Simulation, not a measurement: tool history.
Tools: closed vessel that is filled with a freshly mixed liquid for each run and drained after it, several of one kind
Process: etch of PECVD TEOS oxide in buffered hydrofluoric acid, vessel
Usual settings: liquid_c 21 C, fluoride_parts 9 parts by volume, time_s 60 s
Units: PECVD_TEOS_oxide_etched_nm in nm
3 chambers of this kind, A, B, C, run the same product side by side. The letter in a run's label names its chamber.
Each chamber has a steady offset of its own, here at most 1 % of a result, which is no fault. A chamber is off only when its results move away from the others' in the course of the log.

| run | hour | liquid_c | fluoride_parts | time_s | read-back film thickness of the PECVD TEOS oxide reference wafer, read on the same gauge (nm) | PECVD_TEOS_oxide_etched_nm |
|---|---|---|---|---|---|---|
| 1C | 2.7 | 21 | 9 | 60 | 139.99 | 194.92 |
| 2A | 6.8 | 21 | 9 | 60 | 139.99 | 198.37 |
| 3B | 9.6 | 21 | 9 | 60 | 140.07 | 199.98 |
| 4B | 12.2 | 21 | 9 | 60 | 140.02 | 199.11 |
| 5C | 16.2 | 21 | 8 | 35 | 140.01 | 128.87 |
| 6A | 20.8 | 21 | 8 | 35 | 140.08 | 132.19 |
| 7A | 23.9 | 21 | 8 | 35 | 139.98 | 132.05 |
| 8C | 25.9 | 21 | 9 | 60 | 140 | 196.92 |
| 9B | 28.7 | 21 | 9 | 60 | 140.03 | 198.52 |
| 10C | 31.1 | 21 | 9 | 60 | 140.03 | 195.38 |
| 11A | 34 | 21 | 9 | 60 | 140.01 | 198.91 |
|  | 36 | chamber C: hydrofluoric acid flow meter replaced |
| 12B | 37.3 | 21 | 9 | 60 | 139.96 | 197.9 |
| 13B | 39.6 | 21 | 9 | 60 | 140 | 198.75 |
| 14A | 44 | 21 | 9 | 60 | 140 | 197.16 |
| 15C | 46.5 | 21 | 9 | 60 | 139.98 | 195.81 |
| 16C | 50.2 | 22.5 | 6 | 60 | 139.98 | 318.15 |
| 17B | 54.7 | 22.5 | 6 | 60 | 140 | 323.81 |
| 18A | 58.8 | 22.5 | 6 | 60 | 140.05 | 318.45 |
| 19A | 61.9 | 21 | 9 | 60 | 139.94 | 197.39 |
| 20B | 64.5 | 21 | 7 | 50 | 140.03 | 217.68 |
| 21C | 68.7 | 21 | 7 | 50 | 140.01 | 212.03 |
| 22B | 71.1 | 21 | 7 | 50 | 139.96 | 217.78 |
| 23A | 74.1 | 21 | 9 | 35 | 140.01 | 114.68 |
| 24C | 78.3 | 21 | 9 | 35 | 140.01 | 115.44 |
|  | 81 | chamber C: thermometer replaced |
| 25A | 82.5 | 21 | 9 | 35 | 140.01 | 113.84 |
| 26C | 85.4 | 21 | 9 | 60 | 140.01 | 196.2 |
| 27B | 88.9 | 21 | 11 | 30 | 140.01 | 85.04 |
| 28B | 91.1 | 21 | 11 | 30 | 140 | 85.249 |
| 29C | 94.4 | 21 | 11 | 30 | 140.03 | 83.708 |
| 30A | 97.1 | 21 | 9 | 60 | 139.98 | 194.41 |
| 31C | 99.2 | 21 | 9 | 60 | 139.99 | 197.5 |
| 32A | 102.9 | 25 | 8 | 60 | 140.03 | 277.24 |
| 33B | 105.2 | 25 | 8 | 60 | 140.03 | 281.31 |
| 34C | 108.7 | 25 | 8 | 60 | 140 | 276.67 |
| 35B | 111.2 | 21 | 9 | 60 | 140.01 | 198.31 |
| 36A | 114.3 | 21 | 9 | 60 | 139.97 | 194.32 |
| 37B | 116.7 | 21 | 9 | 60 | 140 | 199.71 |
| 38C | 119 | 21 | 9 | 60 | 139.98 | 195.78 |
| 39A | 121.9 | 21 | 9 | 60 | 140.02 | 191.58 |

All 3 chambers run these settings next. Forecast each chamber's results:
| 40A | 125.2 | 21 | 11 | 60 |  | ? |
| 40B | 125.2 | 21 | 11 | 60 |  | ? |
| 40C | 125.2 | 21 | 11 | 60 |  | ? |

| run | PECVD_TEOS_oxide_etched_nm |
|---|---|
| 40A | 164.95 |
| 40B | 169.95 |
| 40C | 166.49 |
